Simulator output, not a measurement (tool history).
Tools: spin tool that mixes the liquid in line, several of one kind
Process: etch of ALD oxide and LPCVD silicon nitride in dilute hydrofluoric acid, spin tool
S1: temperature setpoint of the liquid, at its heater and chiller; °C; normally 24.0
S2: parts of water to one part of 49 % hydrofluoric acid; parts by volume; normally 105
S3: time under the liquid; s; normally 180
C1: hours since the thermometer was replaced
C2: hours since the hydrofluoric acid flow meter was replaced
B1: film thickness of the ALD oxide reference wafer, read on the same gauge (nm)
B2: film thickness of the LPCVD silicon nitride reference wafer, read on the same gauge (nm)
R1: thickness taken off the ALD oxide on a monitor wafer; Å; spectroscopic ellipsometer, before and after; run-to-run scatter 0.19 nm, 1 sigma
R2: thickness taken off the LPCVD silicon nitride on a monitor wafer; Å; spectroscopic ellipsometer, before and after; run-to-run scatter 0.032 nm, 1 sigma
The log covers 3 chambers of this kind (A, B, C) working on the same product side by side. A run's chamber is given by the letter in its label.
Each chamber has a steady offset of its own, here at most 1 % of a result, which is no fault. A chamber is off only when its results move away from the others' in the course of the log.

-- hour=1.6 chamber A: hydrofluoric acid flow meter replaced
run 1B hour=4.8 | S1=24.0 S2=105 S3=180 | C1=1445.7 C2=291.2 | B1=79.966 B2=139.99 | R1=333.22 R2=9.3576
run 2C hour=8.1 | S1=24.0 S2=105 S3=180 | C1=1664.5 C2=440.1 | B1=80.032 B2=140.01 | R1=338.07 R2=9.0594
run 3A hour=12.5 | S1=24.0 S2=105 S3=180 | C1=821.4 C2=11.0 | B1=79.979 B2=140.00 | R1=335.64 R2=9.0796
run 4B hour=15.7 | S1=24.0 S2=105 S3=180 | C1=1456.6 C2=302.1 | B1=80.003 B2=140.03 | R1=335.61 R2=9.0887
run 5C hour=18.2 | S1=24.0 S2=105 S3=180 | C1=1674.6 C2=450.2 | B1=80.016 B2=140.00 | R1=336.95 R2=9.0213
run 6A hour=21.0 | S1=24.0 S2=105 S3=180 | C1=829.9 C2=19.5 | B1=79.999 B2=140.01 | R1=333.95 R2=8.6558
run 7C hour=24.3 | S1=24.0 S2=105 S3=180 | C1=1680.7 C2=456.3 | B1=80.055 B2=139.98 | R1=337.14 R2=8.7287
run 8A hour=26.7 | S1=24.0 S2=105 S3=180 | C1=835.6 C2=25.2 | B1=79.960 B2=140.00 | R1=332.92 R2=9.2284
run 9B hour=29.6 | S1=24.0 S2=150 S3=180 | C1=1470.5 C2=316.0 | B1=79.962 B2=139.97 | R1=223.34 R2=6.4139
run 10A hour=34.0 | S1=24.0 S2=150 S3=180 | C1=842.9 C2=32.5 | B1=79.986 B2=140.03 | R1=221.58 R2=6.0408
run 11C hour=37.5 | S1=24.0 S2=150 S3=180 | C1=1693.9 C2=469.5 | B1=80.000 B2=140.02 | R1=221.03 R2=6.4789
run 12B hour=40.5 | S1=24.0 S2=105 S3=180 | C1=1481.4 C2=326.9 | B1=79.981 B2=139.99 | R1=335.16 R2=9.1486
run 13A hour=44.7 | S1=24.0 S2=105 S3=180 | C1=853.6 C2=43.2 | B1=80.036 B2=139.98 | R1=335.75 R2=8.8683
run 14B hour=47.4 | S1=24.0 S2=105 S3=180 | C1=1488.3 C2=333.8 | B1=80.000 B2=140.01 | R1=335.75 R2=9.2950
run 15C hour=50.0 | S1=24.0 S2=105 S3=180 | C1=1706.4 C2=482.0 | B1=80.006 B2=139.97 | R1=328.17 R2=8.8282
run 16B hour=54.2 | S1=20.0 S2=105 S3=75 | C1=1495.1 C2=340.6 | B1=80.057 B2=139.98 | R1=119.01 R2=2.9624
run 17A hour=56.8 | S1=20.0 S2=105 S3=75 | C1=865.7 C2=55.3 | B1=79.997 B2=140.00 | R1=118.03 R2=2.8648
run 18C hour=59.9 | S1=20.0 S2=105 S3=75 | C1=1716.3 C2=491.9 | B1=80.016 B2=140.00 | R1=114.67 R2=2.7792
run 19B hour=64.8 | S1=24.0 S2=105 S3=180 | C1=1505.7 C2=351.2 | B1=80.002 B2=140.01 | R1=333.15 R2=9.0251
run 20C hour=68.4 | S1=24.0 S2=105 S3=180 | C1=1724.8 C2=500.4 | B1=79.974 B2=140.00 | R1=327.14 R2=8.5448
run 21A hour=72.3 | S1=26.5 S2=105 S3=180 | C1=881.2 C2=70.8 | B1=80.026 B2=140.00 | R1=366.69 R2=11.0430
run 22B hour=75.1 | S1=26.5 S2=105 S3=180 | C1=1516.0 C2=361.5 | B1=79.972 B2=140.02 | R1=366.37 R2=10.7910
run 23C hour=79.6 | S1=26.5 S2=105 S3=180 | C1=1736.0 C2=511.6 | B1=79.984 B2=140.04 | R1=353.01 R2=9.8125
run 24A hour=84.8 | S1=24.0 S2=105 S3=180 | C1=893.7 C2=83.3 | B1=79.959 B2=140.01 | R1=335.87 R2=8.5419
run 25A hour=89.1 | S1=24.0 S2=105 S3=180 | C1=898.0 C2=87.6 | B1=79.991 B2=140.00 | R1=335.43 R2=9.1292

Next, all 3 chambers run the settings below, one line each with question marks for the results. What does each chamber give?
run 26A hour=92.9 | S1=24.0 S2=130 S3=180 | R1=? R2=?
run 26B hour=92.9 | S1=24.0 S2=130 S3=180 | R1=? R2=?
run 26C hour=92.9 | S1=24.0 S2=130 S3=180 | R1=? R2=?

run=26A R1=263.45 R2=7.4805
run=26B R1=262.58 R2=7.2123
run=26C R1=249.88 R2=6.8161
